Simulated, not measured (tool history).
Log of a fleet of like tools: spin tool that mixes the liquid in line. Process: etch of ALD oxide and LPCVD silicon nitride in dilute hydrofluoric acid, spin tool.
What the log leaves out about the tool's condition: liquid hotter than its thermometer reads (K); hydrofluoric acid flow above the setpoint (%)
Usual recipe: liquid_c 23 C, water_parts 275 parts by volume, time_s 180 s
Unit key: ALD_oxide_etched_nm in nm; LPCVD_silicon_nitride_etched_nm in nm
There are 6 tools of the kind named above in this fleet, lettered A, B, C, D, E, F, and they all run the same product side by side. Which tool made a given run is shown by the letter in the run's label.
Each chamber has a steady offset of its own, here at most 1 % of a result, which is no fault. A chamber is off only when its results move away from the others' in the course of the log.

run	day	liquid_c	water_parts	time_s	hours since the thermometer was replaced	hours since the hydrofluoric acid flow meter was replaced	read-back film thickness of the ALD oxide reference wafer, read on the same gauge (nm)	read-back film thickness of the LPCVD silicon nitride reference wafer, read on the same gauge (nm)	ALD_oxide_etched_nm	LPCVD_silicon_nitride_etched_nm
1C	0.371	23	275	180	1152.6	266.2	39.987	59.986	5.1025	0.33191
2E	0.688	23	275	180	640	391	40.014	60.002	5.0661	0.31481
3D	0.996	23	275	180	636.2	616.5	39.987	60.015	5.1481	0.31916
4A	1.329	23	275	180	2004	195.9	39.984	59.98	5.1307	0.37349
5F	1.592	23	275	180	1203.8	816.6	39.972	60.002	5.1224	0.30784
6B	1.921	23	175	180	160.7	1011.4	40.062	60.001	8.8875	0.48905
7B	2.304	23	175	180	169.9	1020.6	39.992	60.026	8.9754	0.46058
8C	2.492	23	175	180	1203.5	317.1	39.941	59.977	9.024	0.46254
9A	2.804	23	175	180	2039.4	231.3	39.994	59.994	9.025	0.49362
10E	3.038	23	175	180	696.4	447.4	40.008	60.015	8.6715	0.43337
11F	3.308	23	175	180	1245	857.8	39.992	60.003	8.9152	0.49299
# day 3.542: chamber F: hydrofluoric acid flow meter replaced
12D	3.738	23	275	180	702	682.3	39.949	59.988	5.1773	0.35761
13F	3.996	23	275	180	1261.5	10.9	39.991	60.04	5.1775	0.28323
14C	4.317	20.5	275	180	1247.3	360.9	40.016	60.011	4.7611	0.30929
15A	4.542	20.5	275	180	2081.1	273	39.997	60.006	4.6132	0.2374
16E	4.908	20.5	275	180	741.3	492.3	40.006	59.994	4.597	0.25237
17B	5.262	20.5	275	180	240.9	1091.6	39.976	60.022	4.6717	0.28792
18D	5.688	20.5	275	180	748.8	729.1	40.015	59.996	4.7225	0.20985
19A	5.996	20.5	275	180	2116	307.9	40.026	60.004	4.6566	0.22867
20F	6.412	23	275	180	1319.5	68.9	40.014	59.986	5.2125	0.2637
21C	6.7	23	275	180	1304.5	418.1	40.063	59.996	5.3152	0.27557
22B	6.942	23	275	180	281.2	1131.9	39.98	59.987	5.1571	0.32151
# day 7.304: chamber A: thermometer replaced
23E	7.329	23	275	180	799.4	550.4	40.01	59.976	5.1151	0.29468
24D	7.658	23	275	180	796.1	776.4	39.989	59.968	5.1215	0.32331
25F	7.925	23	275	180	1355.8	105.2	40.035	60.004	5.2057	0.3501
26A	8.25	23	275	180	22.8	362	39.999	59.991	5.122	0.27617
27C	8.433	23	275	180	1346.1	459.7	40.01	59.992	5.3587	0.31609
28D	8.662	23	275	180	820.2	800.5	39.983	60.003	5.1184	0.32376
29B	9.054	23	275	180	331.9	1182.6	40.082	59.986	5.1155	0.2907
30E	9.421	23	275	180	849.6	600.6	39.991	60.032	5.1158	0.27972
31A	9.762	23	275	180	59.1	398.3	40.004	60.028	5.1363	0.31664
32C	10.079	23	275	180	1385.6	499.2	40.002	59.992	5.4631	0.34565
33E	10.4	23	275	180	873.1	624.1	40.027	59.999	5.0709	0.29482
34B	10.742	23	275	180	372.4	1223.1	40.022	59.974	5.1746	0.38121
35F	11.167	23	275	180	1433.6	183	40.009	60.033	5.2093	0.24727
36D	11.583	21	275	255	890.3	870.6	40.033	59.994	6.7051	0.43308
37D	11.779	21	275	255	895	875.3	39.946	60.004	6.8206	0.35729
38F	12.012	21	275	255	1453.9	203.3	40.001	60.033	6.9031	0.32219
39B	12.321	21	275	255	410.3	1261	39.982	60.003	6.8033	0.41363

Each of the 6 chambers runs these same settings next. Fill in every chamber's results:
40A	12.629	23	275	180					?	?
40B	12.629	23	275	180					?	?
40C	12.629	23	275	180					?	?
40D	12.629	23	275	180					?	?
40E	12.629	23	275	180					?	?
40F	12.629	23	275	180					?	?

run	ALD_oxide_etched_nm	LPCVD_silicon_nitride_etched_nm
40A	5.107	0.33969
40B	5.1264	0.25561
40C	5.5253	0.3025
40D	5.177	0.29865
40E	5.0536	0.30134
40F	5.1638	0.31451
